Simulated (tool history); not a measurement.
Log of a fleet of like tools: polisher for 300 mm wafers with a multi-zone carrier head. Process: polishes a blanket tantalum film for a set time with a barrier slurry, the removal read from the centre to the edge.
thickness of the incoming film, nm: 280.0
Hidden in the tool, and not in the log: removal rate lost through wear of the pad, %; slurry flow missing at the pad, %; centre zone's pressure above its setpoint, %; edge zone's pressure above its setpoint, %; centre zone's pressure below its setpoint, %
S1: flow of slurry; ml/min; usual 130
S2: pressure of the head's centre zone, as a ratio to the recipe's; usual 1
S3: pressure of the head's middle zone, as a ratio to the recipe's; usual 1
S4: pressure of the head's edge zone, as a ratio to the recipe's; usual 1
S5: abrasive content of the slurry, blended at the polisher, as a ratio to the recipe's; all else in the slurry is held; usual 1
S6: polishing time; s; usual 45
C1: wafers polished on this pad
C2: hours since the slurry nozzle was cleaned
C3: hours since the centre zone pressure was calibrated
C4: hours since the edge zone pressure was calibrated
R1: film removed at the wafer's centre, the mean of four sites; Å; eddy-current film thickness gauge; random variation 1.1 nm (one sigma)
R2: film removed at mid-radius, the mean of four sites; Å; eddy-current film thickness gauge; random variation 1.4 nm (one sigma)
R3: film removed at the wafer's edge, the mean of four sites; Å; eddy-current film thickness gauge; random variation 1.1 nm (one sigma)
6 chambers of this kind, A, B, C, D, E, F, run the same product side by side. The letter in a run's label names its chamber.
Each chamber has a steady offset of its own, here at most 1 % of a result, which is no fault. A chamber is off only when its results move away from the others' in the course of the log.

{"hour": 2.2, "done": "chamber B: worn pad replaced by a new one"}
{"run": "1C", "hour": 6.9, "S1": 130, "S2": 1, "S3": 1, "S4": 1, "S5": 1, "S6": 45, "C1": 1124, "C2": 147.9, "C3": 394.3, "C4": 21.4, "R1": 999.3, "R2": 1014.6, "R3": 1016.9}
{"hour": 7.4, "done": "chamber C: worn pad replaced by a new one"}
{"hour": 10.7, "done": "chamber E: worn pad replaced by a new one"}
{"hour": 19.8, "done": "chamber D: worn pad replaced by a new one"}
{"run": "2B", "hour": 19.8, "S1": 130, "S2": 1, "S3": 1, "S4": 1, "S5": 1, "S6": 45, "C1": 226, "C2": 135.5, "C3": 518.9, "C4": 840.4, "R1": 1016.6, "R2": 1000.3, "R3": 998.92}
{"run": "3D", "hour": 31.7, "S1": 130, "S2": 1, "S3": 1, "S4": 1, "S5": 1, "S6": 45, "C1": 153, "C2": 138.6, "C3": 186.1, "C4": 768.6, "R1": 1008.4, "R2": 1002.6, "R3": 994.75}
{"run": "4F", "hour": 38.6, "S1": 130, "S2": 1, "S3": 1, "S4": 1, "S5": 1, "S6": 45, "C1": 802, "C2": 86.5, "C3": 144.5, "C4": 857.3, "R1": 976.3, "R2": 987.89, "R3": 1003.7}
{"run": "5E", "hour": 47.8, "S1": 130, "S2": 1, "S3": 1, "S4": 1, "S5": 1, "S6": 45, "C1": 478, "C2": 257.1, "C3": 727.6, "C4": 215.1, "R1": 985.4, "R2": 1012.9, "R3": 1018.8}
{"run": "6A", "hour": 54.6, "S1": 130, "S2": 1, "S3": 1, "S4": 1, "S5": 1, "S6": 45, "C1": 1047, "C2": 77.4, "C3": 454.4, "C4": 553.8, "R1": 1006.1, "R2": 998.98, "R3": 1008.4}
{"run": "7A", "hour": 63.7, "S1": 130, "S2": 1, "S3": 1, "S4": 1, "S5": 1, "S6": 45, "C1": 1164, "C2": 86.5, "C3": 463.5, "C4": 562.9, "R1": 999.47, "R2": 978.65, "R3": 1011.1}
{"hour": 74.1, "done": "chamber F: worn pad replaced by a new one"}
{"hour": 75.6, "done": "chamber A: worn pad replaced by a new one"}
{"run": "8E", "hour": 77.8, "S1": 130, "S2": 1, "S3": 1, "S4": 1, "S5": 1, "S6": 45, "C1": 863, "C2": 287.1, "C3": 757.6, "C4": 245.1, "R1": 999.28, "R2": 1022.4, "R3": 992.43}
{"hour": 81.2, "done": "chamber C: slurry nozzle cleaned"}
{"hour": 84.1, "done": "chamber E: slurry nozzle cleaned"}
{"hour": 87.2, "done": "chamber B: worn pad replaced by a new one"}
{"hour": 92.0, "done": "chamber C: worn pad replaced by a new one"}
{"run": "9D", "hour": 92.3, "S1": 130, "S2": 1, "S3": 1, "S4": 1, "S5": 1, "S6": 45, "C1": 932, "C2": 199.2, "C3": 246.7, "C4": 829.2, "R1": 1005.6, "R2": 981.47, "R3": 1010.9}
{"run": "10B", "hour": 102.0, "S1": 130, "S2": 1, "S3": 1, "S4": 1, "S5": 1, "S6": 45, "C1": 190, "C2": 217.7, "C3": 601.1, "C4": 922.6, "R1": 994.81, "R2": 1001.6, "R3": 1009.7}
{"hour": 112.7, "done": "chamber D: edge zone pressure recalibrated"}
{"run": "11C", "hour": 113.7, "S1": 130, "S2": 1, "S3": 1, "S4": 1, "S5": 1, "S6": 45, "C1": 279, "C2": 32.5, "C3": 501.1, "C4": 128.2, "R1": 1012.7, "R2": 1017, "R3": 1005.3}
{"hour": 120.5, "done": "chamber E: worn pad replaced by a new one"}
{"run": "12F", "hour": 124.1, "S1": 130, "S2": 1, "S3": 1, "S4": 1, "S5": 1, "S6": 45, "C1": 644, "C2": 172, "C3": 230, "C4": 942.8, "R1": 1010.5, "R2": 986.86, "R3": 1008.6}
{"hour": 124.2, "done": "chamber D: worn pad replaced by a new one"}
{"run": "13F", "hour": 132.0, "S1": 130, "S2": 1, "S3": 1, "S4": 1, "S5": 1, "S6": 45, "C1": 745, "C2": 179.9, "C3": 237.9, "C4": 950.7, "R1": 994.11, "R2": 989.93, "R3": 993.48}
{"run": "14B", "hour": 141.9, "S1": 130, "S2": 1, "S3": 1, "S4": 1, "S5": 1, "S6": 45, "C1": 703, "C2": 257.6, "C3": 641, "C4": 962.5, "R1": 1024.9, "R2": 1022.1, "R3": 1008.7}
{"run": "15A", "hour": 151.4, "S1": 105, "S2": 1.1, "S3": 1, "S4": 1, "S5": 1, "S6": 45, "C1": 975, "C2": 174.2, "C3": 551.2, "C4": 650.6, "R1": 1062.2, "R2": 942.01, "R3": 980.75}
{"hour": 160.0, "done": "chamber A: worn pad replaced by a new one"}
{"hour": 161.5, "done": "chamber F: worn pad replaced by a new one"}
{"run": "16C", "hour": 163.3, "S1": 105, "S2": 1.1, "S3": 1, "S4": 1, "S5": 1, "S6": 45, "C1": 917, "C2": 82.1, "C3": 550.7, "C4": 177.8, "R1": 1038.5, "R2": 940.55, "R3": 969.09}
{"hour": 167.0, "done": "chamber B: slurry nozzle cleaned"}
{"run": "17D", "hour": 172.9, "S1": 105, "S2": 1.1, "S3": 1, "S4": 1, "S5": 1, "S6": 45, "C1": 626, "C2": 279.8, "C3": 327.3, "C4": 60.3, "R1": 1041.6, "R2": 939.16, "R3": 956.77}
{"run": "18E", "hour": 184.0, "S1": 105, "S2": 1.1, "S3": 1, "S4": 1, "S5": 1, "S6": 45, "C1": 816, "C2": 99.9, "C3": 863.8, "C4": 351.3, "R1": 1028.4, "R2": 978.19, "R3": 980.09}
{"hour": 186.9, "done": "chamber C: worn pad replaced by a new one"}
{"hour": 190.5, "done": "chamber B: worn pad replaced by a new one"}
{"hour": 193.1, "done": "chamber A: edge zone pressure recalibrated"}
{"run": "19B", "hour": 195.1, "S1": 105, "S2": 1.1, "S3": 1, "S4": 1, "S5": 1, "S6": 45, "C1": 59, "C2": 28.1, "C3": 694.2, "C4": 1015.7, "R1": 1052.3, "R2": 955.27, "R3": 961.04}
{"run": "20A", "hour": 208.0, "S1": 105, "S2": 1.1, "S3": 1, "S4": 1, "S5": 1, "S6": 45, "C1": 617, "C2": 230.8, "C3": 607.8, "C4": 14.9, "R1": 1055.8, "R2": 935.09, "R3": 971.6}
{"hour": 217.5, "done": "chamber E: worn pad replaced by a new one"}
{"run": "21E", "hour": 220.7, "S1": 130, "S2": 1, "S3": 1, "S4": 1, "S5": 1, "S6": 45, "C1": 42, "C2": 136.6, "C3": 900.5, "C4": 388, "R1": 1008.2, "R2": 1024.5, "R3": 1014}
{"hour": 226.3, "done": "chamber D: centre zone pressure recalibrated"}
{"run": "22F", "hour": 229.5, "S1": 130, "S2": 1, "S3": 1, "S4": 1, "S5": 1, "S6": 45, "C1": 875, "C2": 277.4, "C3": 335.4, "C4": 1048.2, "R1": 974.15, "R2": 1002.8, "R3": 1012.9}
{"hour": 236.0, "done": "chamber D: worn pad replaced by a new one"}
{"run": "23C", "hour": 244.0, "S1": 130, "S2": 0.95, "S3": 1, "S4": 1.1, "S5": 1, "S6": 45, "C1": 735, "C2": 162.8, "C3": 631.4, "C4": 258.5, "R1": 948.96, "R2": 996.47, "R3": 1047.3}
{"hour": 252.5, "done": "chamber A: worn pad replaced by a new one"}
{"run": "24D", "hour": 255.0, "S1": 130, "S2": 0.95, "S3": 1, "S4": 1.1, "S5": 1, "S6": 45, "C1": 244, "C2": 361.9, "C3": 28.8, "C4": 142.4, "R1": 926.95, "R2": 1007, "R3": 1056.6}
{"hour": 261.5, "done": "chamber F: worn pad replaced by a new one"}
{"run": "25A", "hour": 264.4, "S1": 130, "S2": 0.95, "S3": 1, "S4": 1.1, "S5": 1, "S6": 45, "C1": 153, "C2": 287.2, "C3": 664.2, "C4": 71.3, "R1": 944.04, "R2": 989.99, "R3": 1075.7}
{"run": "26E", "hour": 272.3, "S1": 130, "S2": 0.95, "S3": 1, "S4": 1.1, "S5": 1, "S6": 45, "C1": 705, "C2": 188.2, "C3": 952.1, "C4": 439.6, "R1": 930.92, "R2": 1032.1, "R3": 1048}
{"hour": 273.9, "done": "chamber B: worn pad replaced by a new one"}
{"hour": 280.3, "done": "chamber C: worn pad replaced by a new one"}
{"run": "27C", "hour": 283.7, "S1": 130, "S2": 0.95, "S3": 1, "S4": 1.1, "S5": 1, "S6": 45, "C1": 44, "C2": 202.5, "C3": 671.1, "C4": 298.2, "R1": 938.81, "R2": 1017.4, "R3": 1059.4}
{"run": "28D", "hour": 291.5, "S1": 130, "S2": 0.95, "S3": 1, "S4": 1.1, "S5": 1, "S6": 45, "C1": 713, "C2": 398.4, "C3": 65.3, "C4": 178.9, "R1": 933.46, "R2": 991.14, "R3": 1043.2}
{"hour": 295.7, "done": "chamber B: edge zone pressure recalibrated"}
{"run": "29B", "hour": 301.3, "S1": 130, "S2": 1, "S3": 1, "S4": 1, "S5": 1, "S6": 45, "C1": 353, "C2": 134.3, "C3": 800.4, "C4": 5.6, "R1": 1010.6, "R2": 1010.3, "R3": 990.78}
{"hour": 306.5, "done": "chamber C: slurry nozzle cleaned"}
{"hour": 313.4, "done": "chamber E: worn pad replaced by a new one"}
{"run": "30F", "hour": 315.1, "S1": 130, "S2": 1, "S3": 1, "S4": 1, "S5": 1, "S6": 45, "C1": 689, "C2": 363, "C3": 421, "C4": 1133.8, "R1": 971.37, "R2": 991.62, "R3": 1009.7}
{"hour": 323.1, "done": "chamber D: worn pad replaced by a new one"}
{"hour": 327.2, "done": "chamber B: centre zone pressure recalibrated"}
{"run": "31D", "hour": 327.8, "S1": 130, "S2": 1, "S3": 1, "S4": 1, "S5": 1, "S6": 45, "C1": 60, "C2": 434.7, "C3": 101.6, "C4": 215.2, "R1": 1004.4, "R2": 1010.1, "R3": 993.86}
{"hour": 334.8, "done": "chamber A: worn pad replaced by a new one"}
{"hour": 335.8, "done": "chamber A: centre zone pressure recalibrated"}
{"hour": 337.4, "done": "chamber D: slurry nozzle cleaned"}
{"run": "32A", "hour": 341.5, "S1": 130, "S2": 1, "S3": 1, "S4": 1, "S5": 1, "S6": 45, "C1": 86, "C2": 364.3, "C3": 5.7, "C4": 148.4, "R1": 1010.2, "R2": 1017, "R3": 1018.5}
{"hour": 349.9, "done": "chamber F: worn pad replaced by a new one"}
{"run": "33B", "hour": 354.6, "S1": 130, "S2": 1, "S3": 1, "S4": 1, "S5": 1.2, "S6": 45, "C1": 1038, "C2": 187.6, "C3": 27.5, "C4": 58.9, "R1": 1054.2, "R2": 1062.3, "R3": 1064.5}
{"hour": 354.8, "done": "chamber B: worn pad replaced by a new one"}
{"run": "34E", "hour": 366.3, "S1": 130, "S2": 1, "S3": 1, "S4": 1, "S5": 1.2, "S6": 45, "C1": 681, "C2": 282.2, "C3": 1046.1, "C4": 533.6, "R1": 1038.9, "R2": 1061.3, "R3": 1042.5}
{"run": "35F", "hour": 379.3, "S1": 130, "S2": 1, "S3": 1, "S4": 1, "S5": 1.2, "S6": 45, "C1": 378, "C2": 427.2, "C3": 485.2, "C4": 1198, "R1": 1031.6, "R2": 1046.5, "R3": 1032.3}
{"hour": 381.5, "done": "chamber C: worn pad replaced by a new one"}
{"hour": 392.5, "done": "chamber E: slurry nozzle cleaned"}
{"run": "36C", "hour": 393.6, "S1": 130, "S2": 1, "S3": 1, "S4": 1, "S5": 1.2, "S6": 45, "C1": 156, "C2": 87.1, "C3": 781, "C4": 408.1, "R1": 1048.3, "R2": 1079, "R3": 1034}
{"run": "37B", "hour": 406.0, "S1": 130, "S2": 1, "S3": 1, "S4": 1, "S5": 1.2, "S6": 45, "C1": 659, "C2": 239, "C3": 78.9, "C4": 110.3, "R1": 1058, "R2": 1059.3, "R3": 1068.7}
{"hour": 410.0, "done": "chamber E: worn pad replaced by a new one"}
{"run": "38E", "hour": 419.3, "S1": 130, "S2": 1, "S3": 1, "S4": 1, "S5": 1.2, "S6": 45, "C1": 119, "C2": 26.8, "C3": 1099.1, "C4": 586.6, "R1": 1019.3, "R2": 1053.6, "R3": 1055.9}
{"hour": 419.5, "done": "chamber D: worn pad replaced by a new one"}
{"run": "39C", "hour": 427.2, "S1": 130, "S2": 1, "S3": 1, "S4": 0.95, "S5": 1, "S6": 51, "C1": 588, "C2": 120.7, "C3": 814.6, "C4": 441.7, "R1": 1148.9, "R2": 1130.3, "R3": 1099.1}
{"hour": 431.9, "done": "chamber A: worn pad replaced by a new one"}
{"run": "40D", "hour": 441.7, "S1": 130, "S2": 1, "S3": 1, "S4": 0.95, "S5": 1, "S6": 51, "C1": 286, "C2": 104.3, "C3": 215.5, "C4": 329.1, "R1": 1139.2, "R2": 1140.6, "R3": 1124.9}
{"run": "41A", "hour": 454.4, "S1": 130, "S2": 1, "S3": 1, "S4": 0.95, "S5": 1, "S6": 51, "C1": 290, "C2": 477.2, "C3": 118.6, "C4": 261.3, "R1": 1121.4, "R2": 1162.6, "R3": 1129.3}

Is one chamber off against the others, does the gauge drift, or is nothing wrong? If a chamber is off, say which, and what the likeliest cause is.

No chamber stands off beyond its own small offset, and the gauge holds steady.
